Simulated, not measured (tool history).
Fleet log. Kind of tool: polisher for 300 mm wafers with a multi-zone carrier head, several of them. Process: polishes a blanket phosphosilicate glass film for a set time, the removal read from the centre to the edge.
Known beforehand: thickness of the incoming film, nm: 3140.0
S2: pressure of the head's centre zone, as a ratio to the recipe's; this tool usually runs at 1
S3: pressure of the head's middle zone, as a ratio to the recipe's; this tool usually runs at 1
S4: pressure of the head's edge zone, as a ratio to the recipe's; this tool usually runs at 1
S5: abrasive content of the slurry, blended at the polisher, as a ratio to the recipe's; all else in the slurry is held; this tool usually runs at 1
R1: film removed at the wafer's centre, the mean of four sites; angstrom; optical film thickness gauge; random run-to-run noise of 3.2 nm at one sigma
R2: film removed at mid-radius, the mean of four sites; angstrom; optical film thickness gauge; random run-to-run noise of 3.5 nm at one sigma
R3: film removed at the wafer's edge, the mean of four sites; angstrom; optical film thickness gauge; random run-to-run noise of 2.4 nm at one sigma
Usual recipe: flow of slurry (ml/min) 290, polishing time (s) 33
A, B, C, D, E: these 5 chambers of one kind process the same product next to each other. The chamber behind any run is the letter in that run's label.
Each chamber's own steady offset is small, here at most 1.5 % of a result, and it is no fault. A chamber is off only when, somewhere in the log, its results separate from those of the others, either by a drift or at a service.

run 1C day=0.296 | flow_of_slurry_(ml/min)=290 S2=1 S3=1 S4=1 S5=1 polishing_time_(s)=33 | R1=2348.1 R2=2470.9 R3=2441
-- day=0.533 chamber A: worn pad replaced by a new one
-- day=0.712 chamber D: worn pad replaced by a new one
run 2E day=0.879 | flow_of_slurry_(ml/min)=290 S2=1 S3=1 S4=1 S5=1 polishing_time_(s)=33 | R1=2441.4 R2=2395.3 R3=2450.5
-- day=1.55 chamber E: worn pad replaced by a new one
run 3A day=1.55 | flow_of_slurry_(ml/min)=290 S2=1 S3=1 S4=1 S5=1 polishing_time_(s)=33 | R1=2449.5 R2=2457.1 R3=2397.8
-- day=1.554 chamber A: centre zone pressure recalibrated
run 4D day=1.942 | flow_of_slurry_(ml/min)=290 S2=1 S3=1 S4=1 S5=1 polishing_time_(s)=33 | R1=2387.7 R2=2439.8 R3=2446.3
-- day=2.108 chamber C: worn pad replaced by a new one
-- day=2.483 chamber B: worn pad replaced by a new one
run 5B day=2.567 | flow_of_slurry_(ml/min)=290 S2=1 S3=1 S4=1 S5=1 polishing_time_(s)=33 | R1=2470.2 R2=2469.9 R3=2402.2
-- day=2.892 chamber C: edge zone pressure recalibrated
run 6C day=3.008 | flow_of_slurry_(ml/min)=290 S2=1 S3=1 S4=1 S5=0.75 polishing_time_(s)=33 | R1=2069 R2=2109.4 R3=2125.6
run 7B day=3.446 | flow_of_slurry_(ml/min)=290 S2=1 S3=1 S4=1 S5=0.75 polishing_time_(s)=33 | R1=2086.4 R2=2094 R3=2122.8
-- day=3.788 chamber C: centre zone pressure recalibrated
run 8A day=3.85 | flow_of_slurry_(ml/min)=290 S2=1 S3=1 S4=1 S5=0.75 polishing_time_(s)=33 | R1=2138.7 R2=2096.8 R3=2132.2
-- day=4.146 chamber A: worn pad replaced by a new one
run 9E day=4.158 | flow_of_slurry_(ml/min)=290 S2=1 S3=1 S4=1 S5=0.75 polishing_time_(s)=33 | R1=2135 R2=2089.9 R3=2116.6
-- day=4.462 chamber E: worn pad replaced by a new one
run 10D day=4.783 | flow_of_slurry_(ml/min)=290 S2=1 S3=1 S4=1 S5=0.75 polishing_time_(s)=33 | R1=2150.4 R2=2122 R3=2105.6
-- day=4.879 chamber D: slurry nozzle cleaned
-- day=5.008 chamber E: slurry nozzle cleaned
-- day=5.017 chamber A: slurry nozzle cleaned
-- day=5.062 chamber B: worn pad replaced by a new one
run 11D day=5.342 | flow_of_slurry_(ml/min)=290 S2=1 S3=1 S4=1 S5=1 polishing_time_(s)=33 | R1=2403.5 R2=2409 R3=2387.3
-- day=5.367 chamber D: worn pad replaced by a new one
-- day=5.433 chamber A: edge zone pressure recalibrated
run 12E day=5.838 | flow_of_slurry_(ml/min)=290 S2=1 S3=1 S4=1 S5=1 polishing_time_(s)=33 | R1=2511.7 R2=2440.3 R3=2431.1
run 13A day=6.329 | flow_of_slurry_(ml/min)=290 S2=1 S3=1 S4=1 S5=1 polishing_time_(s)=33 | R1=2494.1 R2=2425.7 R3=2437.9
-- day=6.475 chamber B: slurry nozzle cleaned
-- day=6.604 chamber C: worn pad replaced by a new one
run 14C day=6.921 | flow_of_slurry_(ml/min)=290 S2=1 S3=1 S4=1 S5=1 polishing_time_(s)=33 | R1=2402.6 R2=2435.8 R3=2450.9
run 15B day=7.225 | flow_of_slurry_(ml/min)=290 S2=1 S3=1 S4=1 S5=1 polishing_time_(s)=33 | R1=2445.3 R2=2477.7 R3=2406.7
-- day=7.542 chamber E: worn pad replaced by a new one
-- day=7.742 chamber A: worn pad replaced by a new one
run 16E day=7.821 | flow_of_slurry_(ml/min)=290 S2=1 S3=1 S4=1 S5=1 polishing_time_(s)=33 | R1=2456.4 R2=2460.6 R3=2442.1
-- day=8.225 chamber B: worn pad replaced by a new one
run 17A day=8.333 | flow_of_slurry_(ml/min)=290 S2=1 S3=1 S4=1 S5=1 polishing_time_(s)=33 | R1=2435.1 R2=2408.5 R3=2428.8
run 18B day=8.738 | flow_of_slurry_(ml/min)=290 S2=1 S3=1 S4=1 S5=1 polishing_time_(s)=33 | R1=2410.7 R2=2402.9 R3=2430.9
-- day=9.15 chamber E: centre zone pressure recalibrated
-- day=9.329 chamber D: worn pad replaced by a new one
run 19C day=9.396 | flow_of_slurry_(ml/min)=375 S2=0.93 S3=1 S4=1 S5=1 polishing_time_(s)=33 | R1=2297.4 R2=2459.9 R3=2494.8
run 20D day=9.688 | flow_of_slurry_(ml/min)=375 S2=0.93 S3=1 S4=1 S5=1 polishing_time_(s)=33 | R1=2271.1 R2=2438.9 R3=2498.3
run 21E day=10.354 | flow_of_slurry_(ml/min)=375 S2=0.93 S3=1 S4=1 S5=1 polishing_time_(s)=33 | R1=2335.8 R2=2503 R3=2445
-- day=10.579 chamber E: worn pad replaced by a new one
-- day=10.658 chamber C: worn pad replaced by a new one
run 22A day=10.758 | flow_of_slurry_(ml/min)=375 S2=0.93 S3=1 S4=1 S5=1 polishing_time_(s)=33 | R1=2337.5 R2=2500.7 R3=2513.6
-- day=11.025 chamber B: worn pad replaced by a new one
run 23B day=11.167 | flow_of_slurry_(ml/min)=375 S2=0.93 S3=1 S4=1 S5=1 polishing_time_(s)=33 | R1=2270.5 R2=2540.9 R3=2510.2
-- day=11.575 chamber A: worn pad replaced by a new one
run 24D day=11.583 | flow_of_slurry_(ml/min)=290 S2=1 S3=1 S4=1 S5=1 polishing_time_(s)=33 | R1=2493.4 R2=2397.1 R3=2412.8
run 25C day=12.096 | flow_of_slurry_(ml/min)=290 S2=1 S3=1 S4=1 S5=1 polishing_time_(s)=33 | R1=2398.6 R2=2443.4 R3=2460.9
run 26E day=12.642 | flow_of_slurry_(ml/min)=290 S2=1 S3=1 S4=1 S5=1 polishing_time_(s)=33 | R1=2439.8 R2=2480.8 R3=2425.6
run 27D day=13.004 | flow_of_slurry_(ml/min)=290 S2=1 S3=1 S4=1 S5=1 polishing_time_(s)=33 | R1=2441.6 R2=2398.4 R3=2419
run 28B day=13.546 | flow_of_slurry_(ml/min)=290 S2=1 S3=1 S4=1 S5=1 polishing_time_(s)=33 | R1=2382.5 R2=2531.3 R3=2375.9
run 29C day=13.888 | flow_of_slurry_(ml/min)=290 S2=1 S3=1 S4=1 S5=1 polishing_time_(s)=33 | R1=2409.7 R2=2447.3 R3=2469.2
run 30A day=14.458 | flow_of_slurry_(ml/min)=290 S2=1 S3=1 S4=1 S5=1 polishing_time_(s)=33 | R1=2431.5 R2=2444 R3=2437.2

Read the log: is a single chamber off, either drifting away or since a service, is the gauge that measures every chamber drifting, or is nothing wrong beyond small per-chamber offsets? Name any odd chamber and what most likely caused it.

Nothing is wrong: each chamber keeps only its own small, steady offset and the gauge holds still.
